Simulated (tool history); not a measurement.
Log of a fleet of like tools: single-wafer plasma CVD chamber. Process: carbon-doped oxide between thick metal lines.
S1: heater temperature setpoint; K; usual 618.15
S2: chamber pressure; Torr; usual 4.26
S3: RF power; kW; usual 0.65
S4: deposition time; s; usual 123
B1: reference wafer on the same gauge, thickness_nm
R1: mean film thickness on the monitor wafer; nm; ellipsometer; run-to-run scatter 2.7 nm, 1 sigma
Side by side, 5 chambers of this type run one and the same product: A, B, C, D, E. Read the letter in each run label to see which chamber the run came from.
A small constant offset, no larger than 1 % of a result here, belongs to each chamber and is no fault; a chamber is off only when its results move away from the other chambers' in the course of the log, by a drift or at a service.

run	hour	S1	S2	S3	S4	B1	R1
1A	5.5	618.15	4.26	0.65	123	582	715.11
2D	11.2	618.15	4.26	0.65	123	581.87	710.06
3E	18.3	618.15	4.26	0.65	123	582.02	721.92
4B	24.8	618.15	4.26	0.65	123	581.89	725.46
# hour 26.8: chamber B: RF generator calibrated
5C	31.3	618.15	4.26	0.65	123	582.23	722.6
6C	36.9	618.15	4.26	0.65	123	581.4	722.44
7A	42.4	618.15	4.26	0.65	123	581.99	715.43
8B	47.1	618.15	4.26	0.65	123	582.13	729.05
9D	50.4	618.15	4.26	0.65	123	581.95	711.93
10E	54.8	618.15	4.26	0.65	123	581.94	725.47
11D	60.4	618.15	4.26	0.71	123	581.79	748.37
12C	63.9	618.15	4.26	0.71	123	582.24	760.28
13E	67.3	618.15	4.26	0.71	123	582.3	764.26
14A	74.6	618.15	4.26	0.71	123	582.08	752.67
15B	80.8	618.15	4.26	0.71	123	582.2	760.69
16A	87.8	618.15	4.26	0.65	123	582.01	712.27
17B	94.5	618.15	4.26	0.65	123	582.1	721.6
18C	99.7	618.15	4.26	0.65	123	581.74	715.79
19E	104.5	618.15	4.26	0.65	123	582.32	721.81
20D	109.7	618.15	4.26	0.65	123	581.57	709.2
21B	114.8	618.15	4.26	0.65	123	582.14	724.01
22A	122.2	618.15	4.26	0.65	123	582.03	705.46
23E	128.2	618.15	4.26	0.65	123	582.23	719.18
# hour 132.4: chamber D: RF generator calibrated
24C	132.4	618.15	4.26	0.65	123	582.07	718.73
25D	137	618.15	4.26	0.65	123	582.28	715.03
26C	140.7	618.15	4.26	0.65	123	581.77	719.43
27E	147.6	618.15	4.26	0.65	123	582.44	721.83
28A	153	618.15	4.26	0.65	123	581.77	701.59
29D	160.1	618.15	4.26	0.65	123	582.37	707.26
30B	164.5	618.15	4.26	0.65	123	582.23	721.76
31D	170.2	611.15	4.58	0.65	123	581.84	733.51
32E	174.3	611.15	4.58	0.65	123	581.24	745.39
33C	179.3	611.15	4.58	0.65	123	581.58	741.45

Predict what each chamber gives when all 5 of them run the settings below next.
34A	184.6	629.15	4.26	0.65	123		?
34B	184.6	629.15	4.26	0.65	123		?
34C	184.6	629.15	4.26	0.65	123		?
34D	184.6	629.15	4.26	0.65	123		?
34E	184.6	629.15	4.26	0.65	123		?

run	R1
34A	680.59
34B	703.65
34C	699.64
34D	692.83
34E	701.99
